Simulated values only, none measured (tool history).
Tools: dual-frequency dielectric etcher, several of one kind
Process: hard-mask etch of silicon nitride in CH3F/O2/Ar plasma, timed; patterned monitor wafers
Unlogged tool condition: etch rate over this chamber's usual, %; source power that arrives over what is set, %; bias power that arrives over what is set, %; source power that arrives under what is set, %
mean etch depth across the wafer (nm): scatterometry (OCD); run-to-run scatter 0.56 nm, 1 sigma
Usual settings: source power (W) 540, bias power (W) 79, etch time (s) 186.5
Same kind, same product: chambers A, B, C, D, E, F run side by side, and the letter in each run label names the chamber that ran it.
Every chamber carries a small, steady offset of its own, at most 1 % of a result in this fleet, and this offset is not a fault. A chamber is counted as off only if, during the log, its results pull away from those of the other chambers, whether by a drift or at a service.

run	hour	source power (W)	bias power (W)	etch time (s)	hours since the last wet clean	hours since the last source power generator calibration	hours since the last bias power generator calibration	read-back reference wafer on the same gauge, depth_nm	mean etch depth across the wafer (nm)
1D	12.9	540	79	186.5	173.4	3009.2	1401.1	169.05	151.94
2B	23.8	540	79	186.5	271	1543.3	5004.9	168.88	151.86
3C	33	540	79	186.5	160.4	148.6	94.2	169.02	150.44
4F	46.2	540	79	186.5	459.2	2518.3	1440.5	169.14	151.71
5A	59.7	540	79	186.5	383.1	4399.6	1196	168.88	150.2
# hour 61.4: chamber F: wet clean of the chamber
6E	70.1	540	79	186.5	351.4	641.5	1317.7	168.85	150.68
7B	82	540	79	186.5	329.2	1601.5	5063.1	168.96	151.38
# hour 90.7: chamber E: wet clean of the chamber
8F	91.2	540	79	186.5	29.8	2563.3	1485.5	169.11	150.87
9A	98.7	540	79	186.5	422.1	4438.6	1235	169.15	151.36
# hour 99.3: chamber A: wet clean of the chamber
10D	113	540	79	186.5	273.5	3109.3	1501.2	168.96	151.81
11E	126.1	620	79	203	35.4	697.5	1373.7	169.06	172.77
12C	138.6	620	79	203	266	254.2	199.8	168.92	173
13D	154.6	620	79	203	315.1	3150.9	1542.8	169	175.31
14E	165	620	79	203	74.3	736.4	1412.6	169.03	173.05
15C	179.3	620	79	203	306.7	294.9	240.5	168.93	173.19
16A	195.4	620	79	203	96.1	4535.3	1331.7	168.89	171.9
17F	202.9	540	79	186.5	141.5	2675	1597.2	169.02	151.28
# hour 216.9: chamber F: source power generator calibrated
18B	219.1	540	79	186.5	466.3	1738.6	5200.2	168.93	152.77
19A	227.2	540	79	186.5	127.9	4567.1	1363.5	168.97	149.41
20D	241.1	540	79	186.5	401.6	3237.4	1629.3	168.96	151.83
21C	250.3	540	79	186.5	377.7	365.9	311.5	169.13	150.5
22E	258.6	540	79	160.5	167.9	830	1506.2	168.98	130.15
23F	269.1	540	79	160.5	207.7	52.3	1663.4	169	131.06
24B	276.7	540	79	160.5	523.9	1796.2	5257.8	168.92	131.96
25D	288.9	540	79	160.5	449.4	3285.2	1677.1	168.97	131.61
26C	302.7	540	79	160.5	430.1	418.3	363.9	169.07	129.48
# hour 303.5: chamber B: bias power generator calibrated
27F	311.5	540	79	160.5	250.1	94.7	1705.8	169.02	130.04
28B	327.8	540	79	186.5	575	1847.3	24.4	169	153.66
29E	337.4	540	79	186.5	246.7	908.8	1585	168.82	150.61
30A	351.2	540	79	186.5	251.9	4691.1	1487.5	168.99	149.97
31C	361.8	540	79	186.5	489.2	477.4	423	168.86	150.04
32A	375.9	540	79	186.5	276.6	4715.8	1512.2	169.17	149.89
33D	384.8	540	79	207	545.3	3381.1	1773	168.97	169.31
34E	400.7	540	79	207	310	972.1	1648.3	169.05	167.23
35B	411.2	540	79	207	658.4	1930.7	107.8	169.2	172.44
36F	420.9	540	79	207	359.5	204.1	1815.2	169.12	168.55
37D	429.5	540	79	207	590	3425.8	1817.7	168.95	168.88
38E	437.4	540	79	207	346.7	1008.8	1685	168.94	166.91
39F	452	540	79	186.5	390.6	235.2	1846.3	168.94	151.46
# hour 453.6: chamber A: source power generator calibrated
# hour 461.8: chamber A: wet clean of the chamber
40A	464.6	540	79	186.5	2.9	11	1600.9	168.79	150.5
41B	474.2	540	79	186.5	721.4	1993.7	170.8	168.83	156.75

Is one chamber off against the others, does the gauge drift, or is nothing wrong? If a chamber is off, say which, and what the likeliest cause is.

One chamber, B, drifts off from the rest bit by bit.
Cause: etch rate over this chamber's usual, % = 3.3.

Chamber B could run next with any of the 4 candidate recipes listed below; each alters the usual settings, and their results appear as question marks. Which one brings its results back in line with what the other chambers deliver on the usual settings?
In line means no further than this from the other chambers' mean on the usual settings: mean etch depth across the wafer (nm) 1.9
42B-1	486.1	530	79	180.5					?
42B-2	486.1	570	83	186.5					?
42B-3	486.1	530	79	176.5					?
42B-4	486.1	630	79	186.5					?

Other chambers, usual settings, mean: mean etch depth across the wafer (nm) 151.1
run	mean etch depth across the wafer (nm)
42B-1	150.43
42B-2	162.53
42B-3	147.09
42B-4	166.06
42B-1 puts the chamber back in line with the other chambers.
